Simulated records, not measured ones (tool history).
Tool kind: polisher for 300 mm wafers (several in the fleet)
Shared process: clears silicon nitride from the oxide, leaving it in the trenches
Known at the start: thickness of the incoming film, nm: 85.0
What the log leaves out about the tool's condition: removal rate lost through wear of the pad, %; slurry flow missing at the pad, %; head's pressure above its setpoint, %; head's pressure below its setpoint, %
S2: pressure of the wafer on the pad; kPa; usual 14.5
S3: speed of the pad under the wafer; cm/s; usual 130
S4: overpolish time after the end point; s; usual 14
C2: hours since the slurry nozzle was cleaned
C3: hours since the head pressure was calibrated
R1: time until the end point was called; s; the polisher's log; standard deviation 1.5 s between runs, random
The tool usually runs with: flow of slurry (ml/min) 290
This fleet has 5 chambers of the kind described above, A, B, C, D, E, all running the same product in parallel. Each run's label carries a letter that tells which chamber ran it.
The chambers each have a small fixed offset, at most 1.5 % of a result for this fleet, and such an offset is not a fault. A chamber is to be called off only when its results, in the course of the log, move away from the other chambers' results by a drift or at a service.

run 1C hour=2.9 | flow_of_slurry_(ml/min)=290 S2=14.5 S3=130 S4=14 | wafers_polished_on_this_pad=921 C2=239.1 C3=1446.0 | R1=81.729
run 2A hour=6.4 | flow_of_slurry_(ml/min)=290 S2=14.5 S3=130 S4=14 | wafers_polished_on_this_pad=717 C2=78.9 C3=121.1 | R1=78.593
run 3B hour=9.8 | flow_of_slurry_(ml/min)=290 S2=14.5 S3=130 S4=14 | wafers_polished_on_this_pad=428 C2=170.9 C3=99.5 | R1=80.065
-- hour=11.3 chamber E: worn pad replaced by a new one
run 4E hour=13.6 | flow_of_slurry_(ml/min)=290 S2=14.5 S3=130 S4=14 | wafers_polished_on_this_pad=11 C2=93.8 C3=60.6 | R1=81.105
run 5D hour=16.9 | flow_of_slurry_(ml/min)=290 S2=14.5 S3=130 S4=14 | wafers_polished_on_this_pad=850 C2=333.0 C3=562.4 | R1=82.800
run 6C hour=22.2 | flow_of_slurry_(ml/min)=210 S2=14.5 S3=130 S4=14 | wafers_polished_on_this_pad=1018 C2=258.4 C3=1465.3 | R1=82.171
run 7E hour=25.8 | flow_of_slurry_(ml/min)=210 S2=14.5 S3=130 S4=14 | wafers_polished_on_this_pad=73 C2=106.0 C3=72.8 | R1=82.276
run 8D hour=28.8 | flow_of_slurry_(ml/min)=210 S2=14.5 S3=130 S4=14 | wafers_polished_on_this_pad=910 C2=344.9 C3=574.3 | R1=82.938
run 9A hour=32.1 | flow_of_slurry_(ml/min)=210 S2=14.5 S3=130 S4=14 | wafers_polished_on_this_pad=846 C2=104.6 C3=146.8 | R1=82.751
-- hour=32.2 chamber D: worn pad replaced by a new one
run 10B hour=36.6 | flow_of_slurry_(ml/min)=210 S2=14.5 S3=130 S4=14 | wafers_polished_on_this_pad=563 C2=197.7 C3=126.3 | R1=83.117
-- hour=37.8 chamber B: slurry nozzle cleaned
run 11A hour=41.3 | flow_of_slurry_(ml/min)=290 S2=14.5 S3=130 S4=14 | wafers_polished_on_this_pad=893 C2=113.8 C3=156.0 | R1=80.381
-- hour=42.6 chamber C: worn pad replaced by a new one
run 12B hour=45.1 | flow_of_slurry_(ml/min)=290 S2=14.5 S3=130 S4=14 | wafers_polished_on_this_pad=606 C2=7.4 C3=134.8 | R1=81.024
run 13E hour=47.9 | flow_of_slurry_(ml/min)=290 S2=14.5 S3=130 S4=14 | wafers_polished_on_this_pad=184 C2=128.1 C3=94.9 | R1=82.501
run 14C hour=50.8 | flow_of_slurry_(ml/min)=290 S2=14.5 S3=130 S4=14 | wafers_polished_on_this_pad=41 C2=287.0 C3=1493.9 | R1=81.939
-- hour=53.5 chamber C: head pressure recalibrated
run 15D hour=53.8 | flow_of_slurry_(ml/min)=290 S2=14.5 S3=130 S4=14 | wafers_polished_on_this_pad=109 C2=369.9 C3=599.3 | R1=80.656
run 16C hour=58.8 | flow_of_slurry_(ml/min)=290 S2=14.5 S3=130 S4=14 | wafers_polished_on_this_pad=82 C2=295.0 C3=5.4 | R1=78.550
run 17D hour=62.1 | flow_of_slurry_(ml/min)=290 S2=14.5 S3=130 S4=14 | wafers_polished_on_this_pad=150 C2=378.2 C3=607.6 | R1=80.013
run 18E hour=64.5 | flow_of_slurry_(ml/min)=290 S2=14.5 S3=130 S4=10 | wafers_polished_on_this_pad=268 C2=144.7 C3=111.5 | R1=79.256
run 19B hour=69.3 | flow_of_slurry_(ml/min)=290 S2=14.5 S3=130 S4=10 | wafers_polished_on_this_pad=727 C2=31.6 C3=159.0 | R1=82.056
run 20A hour=71.8 | flow_of_slurry_(ml/min)=290 S2=14.5 S3=130 S4=10 | wafers_polished_on_this_pad=1046 C2=144.3 C3=186.5 | R1=79.697
run 21A hour=75.9 | flow_of_slurry_(ml/min)=290 S2=14.5 S3=130 S4=10 | wafers_polished_on_this_pad=1067 C2=148.4 C3=190.6 | R1=80.313
run 22D hour=78.9 | flow_of_slurry_(ml/min)=290 S2=14.5 S3=130 S4=10 | wafers_polished_on_this_pad=235 C2=395.0 C3=624.4 | R1=80.579
run 23C hour=82.0 | flow_of_slurry_(ml/min)=290 S2=14.5 S3=130 S4=14 | wafers_polished_on_this_pad=198 C2=318.2 C3=28.6 | R1=79.855
run 24E hour=84.8 | flow_of_slurry_(ml/min)=260 S2=14.5 S3=130 S4=14 | wafers_polished_on_this_pad=370 C2=165.0 C3=131.8 | R1=83.421
run 25B hour=87.7 | flow_of_slurry_(ml/min)=260 S2=14.5 S3=130 S4=14 | wafers_polished_on_this_pad=820 C2=50.0 C3=177.4 | R1=86.800
run 26E hour=91.5 | flow_of_slurry_(ml/min)=260 S2=14.5 S3=130 S4=14 | wafers_polished_on_this_pad=404 C2=171.7 C3=138.5 | R1=80.589
run 27C hour=96.9 | flow_of_slurry_(ml/min)=260 S2=14.5 S3=130 S4=14 | wafers_polished_on_this_pad=273 C2=333.1 C3=43.5 | R1=77.299
run 28B hour=101.1 | flow_of_slurry_(ml/min)=260 S2=14.5 S3=130 S4=14 | wafers_polished_on_this_pad=888 C2=63.4 C3=190.8 | R1=86.137
run 29D hour=105.8 | flow_of_slurry_(ml/min)=290 S2=14.5 S3=130 S4=14 | wafers_polished_on_this_pad=371 C2=421.9 C3=651.3 | R1=80.027
run 30A hour=109.3 | flow_of_slurry_(ml/min)=290 S2=14.5 S3=130 S4=14 | wafers_polished_on_this_pad=1235 C2=181.8 C3=224.0 | R1=79.918
run 31A hour=113.2 | flow_of_slurry_(ml/min)=290 S2=14.5 S3=130 S4=14 | wafers_polished_on_this_pad=1255 C2=185.7 C3=227.9 | R1=78.822
run 32D hour=117.2 | flow_of_slurry_(ml/min)=290 S2=14.5 S3=130 S4=14 | wafers_polished_on_this_pad=428 C2=433.3 C3=662.7 | R1=82.981
run 33E hour=119.6 | flow_of_slurry_(ml/min)=290 S2=14.5 S3=130 S4=14 | wafers_polished_on_this_pad=545 C2=199.8 C3=166.6 | R1=84.362
run 34C hour=122.5 | flow_of_slurry_(ml/min)=290 S2=14.5 S3=130 S4=14 | wafers_polished_on_this_pad=402 C2=358.7 C3=69.1 | R1=78.831
run 35B hour=126.0 | flow_of_slurry_(ml/min)=290 S2=14.5 S3=130 S4=14 | wafers_polished_on_this_pad=1013 C2=88.3 C3=215.7 | R1=86.440
run 36D hour=129.8 | flow_of_slurry_(ml/min)=290 S2=14.5 S3=130 S4=14 | wafers_polished_on_this_pad=491 C2=445.9 C3=675.3 | R1=79.592
-- hour=134.4 chamber C: slurry nozzle cleaned
run 37B hour=134.8 | flow_of_slurry_(ml/min)=290 S2=14.5 S3=130 S4=14 | wafers_polished_on_this_pad=1057 C2=97.1 C3=224.5 | R1=85.018
run 38E hour=137.2 | flow_of_slurry_(ml/min)=290 S2=14.5 S3=130 S4=14 | wafers_polished_on_this_pad=634 C2=217.4 C3=184.2 | R1=78.246
run 39C hour=140.6 | flow_of_slurry_(ml/min)=290 S2=16.5 S3=130 S4=14 | wafers_polished_on_this_pad=494 C2=6.2 C3=87.2 | R1=70.435
run 40A hour=145.6 | flow_of_slurry_(ml/min)=290 S2=16.5 S3=130 S4=14 | wafers_polished_on_this_pad=1418 C2=218.1 C3=260.3 | R1=69.169

Next, every chamber runs the same settings. What will each give?
run 41A hour=149.5 | flow_of_slurry_(ml/min)=290 S2=14.5 S3=156 S4=14 | R1=?
run 41B hour=149.5 | flow_of_slurry_(ml/min)=290 S2=14.5 S3=156 S4=14 | R1=?
run 41C hour=149.5 | flow_of_slurry_(ml/min)=290 S2=14.5 S3=156 S4=14 | R1=?
run 41D hour=149.5 | flow_of_slurry_(ml/min)=290 S2=14.5 S3=156 S4=14 | R1=?
run 41E hour=149.5 | flow_of_slurry_(ml/min)=290 S2=14.5 S3=156 S4=14 | R1=?

run=41A R1=66.757
run=41B R1=73.312
run=41C R1=66.012
run=41D R1=66.933
run=41E R1=68.999

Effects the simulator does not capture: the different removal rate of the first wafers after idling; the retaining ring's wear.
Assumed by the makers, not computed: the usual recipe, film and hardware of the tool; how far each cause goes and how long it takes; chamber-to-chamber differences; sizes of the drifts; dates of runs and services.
